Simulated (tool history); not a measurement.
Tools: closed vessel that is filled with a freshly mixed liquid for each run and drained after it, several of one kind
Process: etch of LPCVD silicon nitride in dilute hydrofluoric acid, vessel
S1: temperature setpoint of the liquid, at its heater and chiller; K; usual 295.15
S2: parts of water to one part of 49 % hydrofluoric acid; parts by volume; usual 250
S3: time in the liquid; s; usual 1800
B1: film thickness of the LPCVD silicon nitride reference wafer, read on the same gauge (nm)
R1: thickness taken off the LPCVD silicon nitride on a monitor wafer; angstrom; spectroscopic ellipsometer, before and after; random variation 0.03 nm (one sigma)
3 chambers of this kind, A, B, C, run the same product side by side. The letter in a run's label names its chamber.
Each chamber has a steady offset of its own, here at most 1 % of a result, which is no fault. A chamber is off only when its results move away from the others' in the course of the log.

run,day,S1,S2,S3,B1,R1
1B,0.475,295.15,250,1800,59.992,30.914
2C,0.871,295.15,250,1800,60.006,31.138
3A,1.296,295.15,250,1800,59.991,30.451
4C,1.883,295.15,250,1800,59.985,30.214
5B,2.183,295.15,250,2415,59.999,40.759
6A,2.517,295.15,250,2415,60.009,41.653
7C,2.804,295.15,250,2415,60.001,40.988
8A,3.333,295.15,250,1800,60.006,30.583
9B,3.900,295.15,250,1800,59.992,30.895
10A,4.375,295.15,250,1800,60.002,31.027
11C,4.879,295.15,250,1800,59.989,30.860
12B,5.308,295.15,250,1800,59.990,29.766
13C,5.712,295.15,250,1800,60.020,30.740
14B,6.050,295.15,250,1800,60.020,30.174
15A,6.438,295.15,250,1800,59.996,30.632
16C,6.717,295.15,250,1800,59.988,30.619
17B,7.121,295.15,250,1800,59.978,29.924
18A,7.658,295.15,250,1800,60.020,30.667
19B,8.192,295.15,250,1800,60.005,30.126
20A,8.629,295.15,250,1800,60.001,31.128
21C,9.154,295.15,250,1800,60.026,30.385
22C,9.517,295.15,250,1800,60.002,30.614
23B,9.779,295.15,250,1800,60.010,29.040
24A,10.108,295.15,250,1800,59.994,30.886
25B,10.692,295.15,250,1800,60.011,28.975
# day 11.175: chamber C: thermometer replaced
26C,11.196,295.15,250,1800,59.997,30.318
27A,11.746,295.15,250,1800,59.997,30.690
28B,12.221,295.15,165,2285,59.999,54.733
29C,12.692,295.15,165,2285,59.996,58.350
30A,13.133,295.15,165,2285,59.995,58.711
31B,13.654,295.15,250,1800,60.007,28.307
32A,14.104,295.15,250,1800,59.994,30.607
33C,14.408,295.15,250,1800,60.014,30.102
# day 14.721: chamber C: hydrofluoric acid flow meter replaced
34A,14.879,295.15,250,1800,60.000,30.323
35B,15.154,295.15,250,1800,60.001,28.494
36C,15.629,295.15,250,1800,60.004,30.342
37A,16.179,295.15,250,1800,60.011,30.746
# day 16.312: chamber A: hydrofluoric acid flow meter replaced
38B,16.708,295.15,250,1800,60.005,27.517
39C,17.296,295.15,250,1800,60.004,30.342
40C,17.704,295.15,250,1800,60.001,30.426
41B,18.062,295.15,250,1800,59.995,27.974
42A,18.350,295.15,250,925,59.986,15.887
43A,18.729,295.15,250,925,60.003,15.864

Is one chamber off against the others, does the gauge drift, or is nothing wrong? If a chamber is off, say which, and what the likeliest cause is.

Chamber B drifts away from the others.
Cause: hydrofluoric acid flow below the setpoint (%) = 10.1.
The log may not tell that from: liquid colder than its thermometer reads (K).

Here are 4 candidates for chamber B's next run, each the usual settings with a change, their results left as question marks. Which one brings its results back in line with what the others give on the usual settings?
In line means no further than this from the other chambers' mean on the usual settings: R1 1.100 angstrom
44B-1,19.150,295.15,235,1985,,?
44B-2,19.150,295.15,260,1700,,?
44B-3,19.150,295.15,240,1900,,?
44B-4,19.150,294.65,265,1640,,?

The other chambers' mean on the usual settings: R1 30.573 angstrom
run,R1
44B-1,32.240
44B-2,25.024
44B-3,30.234
44B-4,22.954
44B-3 brings the chamber back in line.
